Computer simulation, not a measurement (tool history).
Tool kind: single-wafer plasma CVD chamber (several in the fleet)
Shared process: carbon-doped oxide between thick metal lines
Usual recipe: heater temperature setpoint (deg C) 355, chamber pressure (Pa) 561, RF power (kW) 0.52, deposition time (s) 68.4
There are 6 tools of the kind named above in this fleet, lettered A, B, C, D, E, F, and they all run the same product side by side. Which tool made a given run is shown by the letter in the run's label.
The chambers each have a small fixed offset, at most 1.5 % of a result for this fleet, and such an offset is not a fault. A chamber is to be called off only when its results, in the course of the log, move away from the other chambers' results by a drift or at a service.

run	day	heater temperature setpoint (deg C)	chamber pressure (Pa)	RF power (kW)	deposition time (s)	read-back reference wafer on the same gauge, thickness_nm	mean film thickness on the monitor wafer (angstrom)
1F	0.483	355	561	0.52	68.4	395.02	3410.5
2D	0.846	355	561	0.52	68.4	394.85	3369.2
# day 1.121: chamber C: thermocouple changed; heater temperature recalibrated
3E	1.267	355	561	0.52	68.4	394.97	3433.6
4B	1.667	355	561	0.52	68.4	394.82	3388.6
5A	2.108	355	561	0.52	68.4	394.71	3417.2
6C	2.35	355	561	0.52	68.4	394.69	3437.7
7E	2.712	355	561	0.52	68.4	394.72	3437
8A	3.179	355	561	0.52	68.4	394.62	3418.2
9D	3.408	355	561	0.52	68.4	394.59	3361.7
10F	3.704	355	561	0.52	68.4	394.56	3402.9
11C	3.95	355	561	0.52	68.4	394.52	3438.5
12B	4.438	355	561	0.52	68.4	394.55	3399
13A	4.75	355	561	0.52	68.4	394.45	3415.5
14F	5.092	355	672	0.52	74.8	394.46	3819.5
15B	5.442	355	672	0.52	74.8	394.29	3821.5
16E	5.9	355	672	0.52	74.8	394.34	3853.4
17C	6.417	355	672	0.52	74.8	394.33	3857.5
18D	6.708	355	672	0.52	74.8	394.21	3771.7
19D	7.167	355	672	0.52	74.8	394.11	3775.7
20F	7.554	355	561	0.44	78	394.16	3488.5
# day 7.804: chamber D: thermocouple changed; heater temperature recalibrated
21C	7.942	355	561	0.44	78	394.17	3509
22E	8.438	355	561	0.44	78	394.07	3508.4
23B	8.775	355	561	0.44	78	393.95	3468.7
24A	9.238	355	561	0.44	78	393.94	3484.6
# day 9.321: chamber A: capacitance manometer re-zeroed and calibrated
25F	9.638	355	561	0.44	78	393.97	3485.3
# day 9.658: chamber A: RF generator calibrated
26D	9.875	355	561	0.52	68.4	393.99	3350.1
27C	10.279	355	561	0.52	68.4	393.87	3422.9
28A	10.583	355	561	0.52	68.4	393.74	3412.4
29E	11.004	355	607	0.58	68.4	393.74	3700.6
# day 11.075: chamber B: RF generator calibrated
30B	11.342	355	607	0.58	68.4	393.83	3653.5
31F	11.696	355	607	0.58	68.4	393.68	3666.5
32D	11.946	355	607	0.58	68.4	393.68	3633.3
# day 12.233: chamber B: capacitance manometer re-zeroed and calibrated
33C	12.329	355	607	0.58	68.4	393.64	3702.8
34B	12.817	355	607	0.58	68.4	393.62	3649.1
35E	13.167	355	561	0.52	68.4	393.55	3421.5
36A	13.558	355	561	0.52	68.4	393.52	3405.5
37F	14.05	355	561	0.52	68.4	393.45	3396.2
38C	14.354	355	561	0.52	68.4	393.35	3425
39E	14.592	355	561	0.52	68.4	393.35	3418.5

Decide between three cases: one chamber stands off from its peers, the gauge reading all wafers drifts, or nothing is wrong past each chamber's small offset. Where a chamber is off, say which and what most likely put it there.

No chamber is off; the gauge reading every chamber's wafers drifts, which makes the whole fleet appear to move together.
Most likely cause: gauge reads low (%) = 0.419.

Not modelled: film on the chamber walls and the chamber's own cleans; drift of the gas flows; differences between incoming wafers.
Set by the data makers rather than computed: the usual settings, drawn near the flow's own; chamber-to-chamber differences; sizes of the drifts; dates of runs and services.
